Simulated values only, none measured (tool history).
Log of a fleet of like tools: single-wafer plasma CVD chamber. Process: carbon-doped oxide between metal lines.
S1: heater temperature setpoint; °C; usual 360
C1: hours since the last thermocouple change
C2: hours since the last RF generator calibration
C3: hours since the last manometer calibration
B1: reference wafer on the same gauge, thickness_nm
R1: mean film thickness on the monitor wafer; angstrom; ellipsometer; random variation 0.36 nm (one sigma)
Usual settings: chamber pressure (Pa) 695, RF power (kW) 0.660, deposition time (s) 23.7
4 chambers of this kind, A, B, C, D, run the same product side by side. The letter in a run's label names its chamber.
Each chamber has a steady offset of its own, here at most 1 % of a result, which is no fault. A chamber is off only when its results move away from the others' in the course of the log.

{"run": "1A", "hour": 6.6, "S1": 360, "chamber pressure (Pa)": 695, "RF power (kW)": 0.66, "deposition time (s)": 23.7, "C1": 1746.3, "C2": 809.0, "C3": 794.6, "B1": 119.93, "R1": 1423.6}
{"run": "2D", "hour": 14.4, "S1": 360, "chamber pressure (Pa)": 695, "RF power (kW)": 0.66, "deposition time (s)": 23.7, "C1": 318.9, "C2": 642.5, "C3": 2048.8, "B1": 119.93, "R1": 1420.1}
{"run": "3C", "hour": 21.3, "S1": 360, "chamber pressure (Pa)": 695, "RF power (kW)": 0.66, "deposition time (s)": 23.7, "C1": 2057.4, "C2": 1652.9, "C3": 1670.9, "B1": 119.98, "R1": 1419.0}
{"run": "4B", "hour": 26.0, "S1": 360, "chamber pressure (Pa)": 695, "RF power (kW)": 0.66, "deposition time (s)": 23.7, "C1": 477.0, "C2": 746.1, "C3": 653.3, "B1": 120.0, "R1": 1410.0}
{"run": "5D", "hour": 31.4, "S1": 360, "chamber pressure (Pa)": 632, "RF power (kW)": 0.62, "deposition time (s)": 23.7, "C1": 335.9, "C2": 659.5, "C3": 2065.8, "B1": 119.96, "R1": 1354.9}
{"run": "6C", "hour": 35.6, "S1": 360, "chamber pressure (Pa)": 632, "RF power (kW)": 0.62, "deposition time (s)": 23.7, "C1": 2071.7, "C2": 1667.2, "C3": 1685.2, "B1": 119.96, "R1": 1349.0}
{"run": "7A", "hour": 43.7, "S1": 360, "chamber pressure (Pa)": 632, "RF power (kW)": 0.62, "deposition time (s)": 23.7, "C1": 1783.4, "C2": 846.1, "C3": 831.7, "B1": 119.99, "R1": 1352.2}
{"run": "8B", "hour": 52.0, "S1": 360, "chamber pressure (Pa)": 632, "RF power (kW)": 0.62, "deposition time (s)": 23.7, "C1": 503.0, "C2": 772.1, "C3": 679.3, "B1": 119.95, "R1": 1336.3}
{"run": "9D", "hour": 60.1, "S1": 360, "chamber pressure (Pa)": 556, "RF power (kW)": 0.66, "deposition time (s)": 23.7, "C1": 364.6, "C2": 688.2, "C3": 2094.5, "B1": 119.98, "R1": 1375.4}
{"run": "10C", "hour": 65.8, "S1": 360, "chamber pressure (Pa)": 556, "RF power (kW)": 0.66, "deposition time (s)": 23.7, "C1": 2101.9, "C2": 1697.4, "C3": 1715.4, "B1": 120.02, "R1": 1377.6}
{"run": "11A", "hour": 74.4, "S1": 360, "chamber pressure (Pa)": 556, "RF power (kW)": 0.66, "deposition time (s)": 23.7, "C1": 1814.1, "C2": 876.8, "C3": 862.4, "B1": 120.04, "R1": 1380.1}
{"run": "12B", "hour": 82.2, "S1": 360, "chamber pressure (Pa)": 556, "RF power (kW)": 0.66, "deposition time (s)": 23.7, "C1": 533.2, "C2": 802.3, "C3": 709.5, "B1": 120.0, "R1": 1366.3}
{"run": "13C", "hour": 88.5, "S1": 360, "chamber pressure (Pa)": 695, "RF power (kW)": 0.66, "deposition time (s)": 23.7, "C1": 2124.6, "C2": 1720.1, "C3": 1738.1, "B1": 120.06, "R1": 1413.4}
{"run": "14D", "hour": 93.2, "S1": 360, "chamber pressure (Pa)": 695, "RF power (kW)": 0.66, "deposition time (s)": 23.7, "C1": 397.7, "C2": 721.3, "C3": 2127.6, "B1": 120.02, "R1": 1418.0}
{"run": "15B", "hour": 102.6, "S1": 360, "chamber pressure (Pa)": 695, "RF power (kW)": 0.66, "deposition time (s)": 23.7, "C1": 553.6, "C2": 822.7, "C3": 729.9, "B1": 119.97, "R1": 1405.5}
{"run": "16A", "hour": 110.6, "S1": 360, "chamber pressure (Pa)": 695, "RF power (kW)": 0.66, "deposition time (s)": 23.7, "C1": 1850.3, "C2": 913.0, "C3": 898.6, "B1": 120.0, "R1": 1419.2}
{"run": "17A", "hour": 118.8, "S1": 360, "chamber pressure (Pa)": 695, "RF power (kW)": 0.66, "deposition time (s)": 23.7, "C1": 1858.5, "C2": 921.2, "C3": 906.8, "B1": 119.96, "R1": 1424.0}
{"run": "18C", "hour": 123.3, "S1": 360, "chamber pressure (Pa)": 695, "RF power (kW)": 0.66, "deposition time (s)": 23.7, "C1": 2159.4, "C2": 1754.9, "C3": 1772.9, "B1": 120.07, "R1": 1415.0}
{"run": "19B", "hour": 130.1, "S1": 355, "chamber pressure (Pa)": 695, "RF power (kW)": 0.66, "deposition time (s)": 23.7, "C1": 581.1, "C2": 850.2, "C3": 757.4, "B1": 120.03, "R1": 1430.3}
{"run": "20D", "hour": 139.1, "S1": 355, "chamber pressure (Pa)": 695, "RF power (kW)": 0.66, "deposition time (s)": 23.7, "C1": 443.6, "C2": 767.2, "C3": 2173.5, "B1": 119.97, "R1": 1425.2}
{"run": "21D", "hour": 147.8, "S1": 355, "chamber pressure (Pa)": 695, "RF power (kW)": 0.66, "deposition time (s)": 23.7, "C1": 452.3, "C2": 775.9, "C3": 2182.2, "B1": 119.94, "R1": 1427.8}
{"run": "22C", "hour": 155.2, "S1": 355, "chamber pressure (Pa)": 695, "RF power (kW)": 0.66, "deposition time (s)": 23.7, "C1": 2191.3, "C2": 1786.8, "C3": 1804.8, "B1": 119.98, "R1": 1433.5}
{"run": "23A", "hour": 160.4, "S1": 360, "chamber pressure (Pa)": 695, "RF power (kW)": 0.66, "deposition time (s)": 23.7, "C1": 1900.1, "C2": 962.8, "C3": 948.4, "B1": 120.03, "R1": 1423.6}
{"run": "24B", "hour": 168.1, "S1": 360, "chamber pressure (Pa)": 695, "RF power (kW)": 0.66, "deposition time (s)": 23.7, "C1": 619.1, "C2": 888.2, "C3": 795.4, "B1": 119.96, "R1": 1415.3}
{"run": "25A", "hour": 176.7, "S1": 360, "chamber pressure (Pa)": 695, "RF power (kW)": 0.66, "deposition time (s)": 23.7, "C1": 1916.4, "C2": 979.1, "C3": 964.7, "B1": 120.06, "R1": 1427.8}
{"run": "26C", "hour": 181.0, "S1": 360, "chamber pressure (Pa)": 695, "RF power (kW)": 0.66, "deposition time (s)": 23.7, "C1": 2217.1, "C2": 1812.6, "C3": 1830.6, "B1": 119.97, "R1": 1418.6}
{"run": "27B", "hour": 187.2, "S1": 360, "chamber pressure (Pa)": 695, "RF power (kW)": 0.66, "deposition time (s)": 23.7, "C1": 638.2, "C2": 907.3, "C3": 814.5, "B1": 119.93, "R1": 1405.9}
{"run": "28D", "hour": 191.8, "S1": 360, "chamber pressure (Pa)": 695, "RF power (kW)": 0.66, "deposition time (s)": 23.7, "C1": 496.3, "C2": 819.9, "C3": 2226.2, "B1": 120.01, "R1": 1398.6}
{"run": "29C", "hour": 196.7, "S1": 360, "chamber pressure (Pa)": 695, "RF power (kW)": 0.735, "deposition time (s)": 25.5, "C1": 2232.8, "C2": 1828.3, "C3": 1846.3, "B1": 119.92, "R1": 1625.2}
{"run": "30B", "hour": 206.0, "S1": 360, "chamber pressure (Pa)": 695, "RF power (kW)": 0.735, "deposition time (s)": 25.5, "C1": 657.0, "C2": 926.1, "C3": 833.3, "B1": 120.02, "R1": 1621.5}
{"run": "31D", "hour": 212.3, "S1": 360, "chamber pressure (Pa)": 695, "RF power (kW)": 0.735, "deposition time (s)": 25.5, "C1": 516.8, "C2": 840.4, "C3": 2246.7, "B1": 119.99, "R1": 1594.9}

What goes on in this fleet: one chamber off, a drifting gauge, or nothing beyond the chambers' own small offsets? Name the chamber and the cause, if any.

Chamber D drifts away from the others.
Cause: delivered RF power below the setpoint (%) = 3.89.

Here are 4 candidates for chamber D's next run, each the usual settings with a change, their results left as question marks. Which one brings its results back in line with what the others give on the usual settings?
In line means no further than this from the other chambers' mean on the usual settings: R1 13.0 angstrom
{"run": "32D-1", "hour": 219.2, "S1": 360, "chamber pressure (Pa)": 697, "RF power (kW)": 0.665, "deposition time (s)": 24.1, "R1": "?"}
{"run": "32D-2", "hour": 219.2, "S1": 360, "chamber pressure (Pa)": 672, "RF power (kW)": 0.66, "deposition time (s)": 23.7, "R1": "?"}
{"run": "32D-3", "hour": 219.2, "S1": 360, "chamber pressure (Pa)": 696, "RF power (kW)": 0.66, "deposition time (s)": 23.8, "R1": "?"}
{"run": "32D-4", "hour": 219.2, "S1": 360, "chamber pressure (Pa)": 692, "RF power (kW)": 0.655, "deposition time (s)": 23.4, "R1": "?"}

The other chambers' mean on the usual settings: R1 1416.8 angstrom
run=32D-1 R1=1419.1
run=32D-2 R1=1382.3
run=32D-3 R1=1394.9
run=32D-4 R1=1364.3
32D-1 brings the chamber back in line.

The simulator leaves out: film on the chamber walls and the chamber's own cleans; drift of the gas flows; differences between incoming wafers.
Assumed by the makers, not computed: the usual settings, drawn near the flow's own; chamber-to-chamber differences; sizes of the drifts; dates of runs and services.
